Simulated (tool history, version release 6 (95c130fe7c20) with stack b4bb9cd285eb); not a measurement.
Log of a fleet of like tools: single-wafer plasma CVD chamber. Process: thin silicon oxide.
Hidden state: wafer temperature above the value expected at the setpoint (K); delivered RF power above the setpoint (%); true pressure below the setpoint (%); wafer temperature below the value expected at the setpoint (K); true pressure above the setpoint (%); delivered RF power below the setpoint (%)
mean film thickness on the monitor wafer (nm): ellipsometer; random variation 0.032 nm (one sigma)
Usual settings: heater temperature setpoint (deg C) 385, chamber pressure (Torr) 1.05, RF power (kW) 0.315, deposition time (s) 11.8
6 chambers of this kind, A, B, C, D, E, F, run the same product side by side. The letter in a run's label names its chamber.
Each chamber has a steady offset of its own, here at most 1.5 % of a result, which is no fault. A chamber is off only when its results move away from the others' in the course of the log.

run	hour	heater temperature setpoint (deg C)	chamber pressure (Torr)	RF power (kW)	deposition time (s)	hours since the last thermocouple change	hours since the last RF generator calibration	hours since the last manometer calibration	read-back reference wafer on the same gauge, thickness_nm	mean film thickness on the monitor wafer (nm)
1E	12	385	1.05	0.315	11.8	1073.9	1572.4	953	28.307	27.925
2F	21.2	385	1.05	0.315	11.8	3070.8	1378.3	410.9	28.314	27.485
3C	29.9	385	1.05	0.315	11.8	500	1102.8	1800.2	28.308	27.973
4A	37.4	385	1.05	0.315	11.8	461.9	1104.9	232.7	28.321	27.524
# hour 39.7: chamber D: capacitance manometer re-zeroed and calibrated
# hour 44.3: chamber F: thermocouple changed; heater temperature recalibrated
5B	48	385	1.28	0.315	11.8	1336.6	186	1410.6	28.317	31.304
6D	61.1	385	1.28	0.315	11.8	1074.4	1595	21.4	28.323	31.143
7E	69.8	385	1.28	0.315	11.8	1131.7	1630.2	1010.8	28.317	31.43
8A	82.7	385	1.28	0.315	11.8	507.2	1150.2	278	28.325	31.04
9F	95.1	385	1.28	0.315	11.8	50.8	1452.2	484.8	28.324	30.846
10B	104.6	385	1.28	0.315	11.8	1393.2	242.6	1467.2	28.333	31.41
11C	117.5	385	1.05	0.315	11.8	587.6	1190.4	1887.8	28.347	27.988
12D	126.1	385	1.05	0.315	11.8	1139.4	1660	86.4	28.336	27.841
13F	139.9	385	1.05	0.315	11.8	95.6	1497	529.6	28.349	27.454
# hour 144.3: chamber D: RF generator calibrated
14A	153.2	385	1.05	0.315	11.8	577.7	1220.7	348.5	28.34	27.641
15E	161	373	1.05	0.315	11.8	1222.9	1721.4	1102	28.353	28.167
16C	174.5	373	1.05	0.315	11.8	644.6	1247.4	1944.8	28.349	28.229
17D	185.8	373	1.05	0.315	11.8	1199.1	41.6	146.1	28.357	28.109
18B	194.2	373	1.05	0.315	11.8	1482.8	332.2	1556.8	28.349	28.27
19D	204.8	373	1.05	0.315	11.8	1218.1	60.6	165.1	28.358	28.079
20E	218.2	373	1.05	0.315	11.8	1280.1	1778.6	1159.2	28.366	28.18
21F	225.4	385	1.05	0.315	11.8	181.1	1582.5	615.1	28.37	27.576
22C	237.1	385	0.87	0.315	11.8	707.2	1310	2007.4	28.373	24.17
23A	246.3	385	0.87	0.315	11.8	670.8	1313.8	441.6	28.369	23.816
24B	258	385	0.87	0.315	11.8	1546.6	396	1620.6	28.38	24.183
25B	266.5	385	0.87	0.315	11.8	1555.1	404.5	1629.1	28.378	24.211
26A	273.4	385	0.87	0.315	11.8	697.9	1340.9	468.7	28.38	23.852
27E	283.9	385	0.87	0.315	11.8	1345.8	1844.3	1224.9	28.385	24.091
28D	294.2	385	1.05	0.315	11.8	1307.5	150	254.5	28.385	27.841
# hour 294.5: chamber F: RF generator calibrated
29C	300.6	374	1.05	0.335	11.8	770.7	1373.5	2070.9	28.391	28.905
30F	312.4	374	1.05	0.335	11.8	268.1	17.9	702.1	28.386	28.493
31B	323.2	374	1.05	0.335	11.8	1611.8	461.2	1685.8	28.396	28.915
32F	330.2	374	1.05	0.335	11.8	285.9	35.7	719.9	28.399	28.506
33D	338.2	374	1.05	0.335	11.8	1351.5	194	298.5	28.408	28.795
34E	345.9	374	1.05	0.335	11.8	1407.8	1906.3	1286.9	28.4	28.861
# hour 352.4: chamber B: thermocouple changed; heater temperature recalibrated
35C	354.2	385	1.05	0.315	11.8	824.3	1427.1	2124.5	28.401	27.989
36A	362.2	390	1.05	0.315	13.7	786.7	1429.7	557.5	28.403	32.027
# hour 365.7: chamber E: capacitance manometer re-zeroed and calibrated
37F	369	390	1.05	0.315	13.7	324.7	74.5	758.7	28.407	31.948
38B	375.3	390	1.05	0.315	13.7	22.9	513.3	1737.9	28.41	32.451
39C	386.6	390	1.05	0.315	13.7	856.7	1459.5	2156.9	28.414	32.498
40E	399.6	390	1.05	0.315	13.7	1461.5	1960	33.9	28.427	32.413
41A	410.7	390	1.05	0.315	13.7	835.2	1478.2	606	28.434	31.986
42D	419.4	385	1.05	0.315	11.8	1432.7	275.2	379.7	28.422	27.949
43F	426.8	385	1.05	0.315	11.8	382.5	132.3	816.5	28.426	27.662
44A	437.6	385	1.05	0.315	11.8	862.1	1505.1	632.9	28.429	27.684

Next, every chamber runs the same settings. What will each give?
45A	447.8	385	1.2	0.315	11.8					?
45B	447.8	385	1.2	0.315	11.8					?
45C	447.8	385	1.2	0.315	11.8					?
45D	447.8	385	1.2	0.315	11.8					?
45E	447.8	385	1.2	0.315	11.8					?
45F	447.8	385	1.2	0.315	11.8					?

run	mean film thickness on the monitor wafer (nm)
45A	30.301
45B	30.703
45C	30.717
45D	30.476
45E	30.716
45F	30.186
